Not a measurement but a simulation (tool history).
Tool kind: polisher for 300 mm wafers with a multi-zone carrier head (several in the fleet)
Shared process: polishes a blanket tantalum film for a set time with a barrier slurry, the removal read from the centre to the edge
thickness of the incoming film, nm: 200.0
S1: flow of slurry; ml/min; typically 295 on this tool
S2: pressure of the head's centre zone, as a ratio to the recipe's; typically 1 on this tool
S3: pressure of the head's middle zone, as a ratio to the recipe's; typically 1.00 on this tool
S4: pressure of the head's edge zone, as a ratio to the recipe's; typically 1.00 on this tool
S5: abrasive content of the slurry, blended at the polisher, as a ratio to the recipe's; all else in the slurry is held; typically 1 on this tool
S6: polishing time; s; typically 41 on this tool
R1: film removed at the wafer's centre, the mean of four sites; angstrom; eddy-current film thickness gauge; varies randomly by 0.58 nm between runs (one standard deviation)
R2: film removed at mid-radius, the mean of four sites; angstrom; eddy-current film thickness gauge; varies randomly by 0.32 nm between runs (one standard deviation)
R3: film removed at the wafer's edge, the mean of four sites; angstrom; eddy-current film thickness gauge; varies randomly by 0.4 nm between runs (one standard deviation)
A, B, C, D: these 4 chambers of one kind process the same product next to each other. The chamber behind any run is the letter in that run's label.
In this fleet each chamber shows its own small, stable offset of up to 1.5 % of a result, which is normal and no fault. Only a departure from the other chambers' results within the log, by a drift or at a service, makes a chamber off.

run,hour,S1,S2,S3,S4,S5,S6,R1,R2,R3
# hour 2.8: chamber A: centre zone pressure recalibrated
1C,6.1,295,1,1.00,1.00,1,41,522.32,516.10,515.81
2B,11.0,295,1,1.00,1.00,1,41,513.39,519.68,519.03
3A,15.1,295,1,1.00,1.00,1,41,512.63,512.61,520.39
4D,20.1,295,1,1.00,1.00,1,41,525.51,522.86,509.59
5B,23.6,295,1,1.00,1.00,1,41,517.34,514.54,519.38
6A,27.2,295,1,1.00,1.00,1,41,509.05,517.92,518.11
# hour 28.8: chamber A: worn pad replaced by a new one
7C,31.3,295,1,1.00,1.00,1,41,517.21,513.66,515.23
8D,34.7,295,1,1.00,1.00,1,41,532.92,524.33,510.09
9D,38.6,295,1,1.00,1.00,1,41,519.73,531.63,515.38
10A,43.6,295,1,0.94,1.00,1,32,414.00,378.87,400.65
# hour 43.8: chamber D: slurry nozzle cleaned
# hour 47.4: chamber C: worn pad replaced by a new one
11B,48.4,295,1,0.94,1.00,1,32,407.00,382.73,396.14
12C,51.9,295,1,0.94,1.00,1,32,405.75,378.84,399.27
13A,55.7,295,1,0.94,1.00,1,32,406.97,378.79,401.44
# hour 58.8: chamber D: worn pad replaced by a new one
14D,61.4,295,1,1.00,0.92,1,41,518.18,525.80,494.56
15B,67.1,295,1,1.00,0.92,1,41,523.91,520.12,498.63
# hour 69.5: chamber A: edge zone pressure recalibrated
16C,72.2,295,1,1.00,0.92,1,41,514.90,515.89,504.57
17C,76.2,295,1,1.00,0.92,1,41,518.20,513.72,488.71
# hour 78.7: chamber B: worn pad replaced by a new one
18B,79.4,295,1,1.00,1.00,1,41,519.93,520.69,515.81
19D,83.0,295,1,1.00,1.00,1,41,517.41,527.14,511.82
# hour 86.7: chamber B: slurry nozzle cleaned
20A,86.9,295,1,1.00,1.00,1,41,515.50,511.38,519.55
21C,91.2,260,1,1.00,0.92,1,41,507.60,505.74,494.44
22A,95.8,260,1,1.00,0.92,1,41,511.33,507.64,488.26
23D,101.3,260,1,1.00,0.92,1,41,513.42,512.65,491.27
24B,104.9,260,1,1.00,0.92,1,41,501.77,512.45,494.12
25D,108.7,295,1,1.00,1.00,1,41,523.12,519.55,510.11
26B,111.7,295,1,1.00,1.00,1,41,519.85,513.21,518.07
# hour 116.4: chamber C: worn pad replaced by a new one
27C,116.4,295,1,1.00,1.00,1,41,507.33,513.04,515.98
28A,120.4,295,1,1.00,1.00,1,41,519.42,517.51,514.23
29A,126.6,295,1,1.00,1.00,1,41,517.08,513.49,513.54
30B,131.6,295,1,1.00,1.00,1,41,525.05,514.04,519.36
31C,134.5,295,1,1.00,1.00,1,41,526.45,512.12,519.06
32D,139.9,295,1,1.00,1.08,1,41,522.93,525.85,536.77
33B,145.5,295,1,1.00,1.08,1,41,525.81,515.14,538.81

The same settings go to every chamber for the next run, one line per chamber below. Forecast the results for each:
34A,149.9,295,1,1.00,1.00,1,41,?,?,?
34B,149.9,295,1,1.00,1.00,1,41,?,?,?
34C,149.9,295,1,1.00,1.00,1,41,?,?,?
34D,149.9,295,1,1.00,1.00,1,41,?,?,?

run,R1,R2,R3
34A,514.25,508.89,508.08
34B,515.32,522.36,514.97
34C,517.47,514.81,519.70
34D,530.12,517.41,522.97
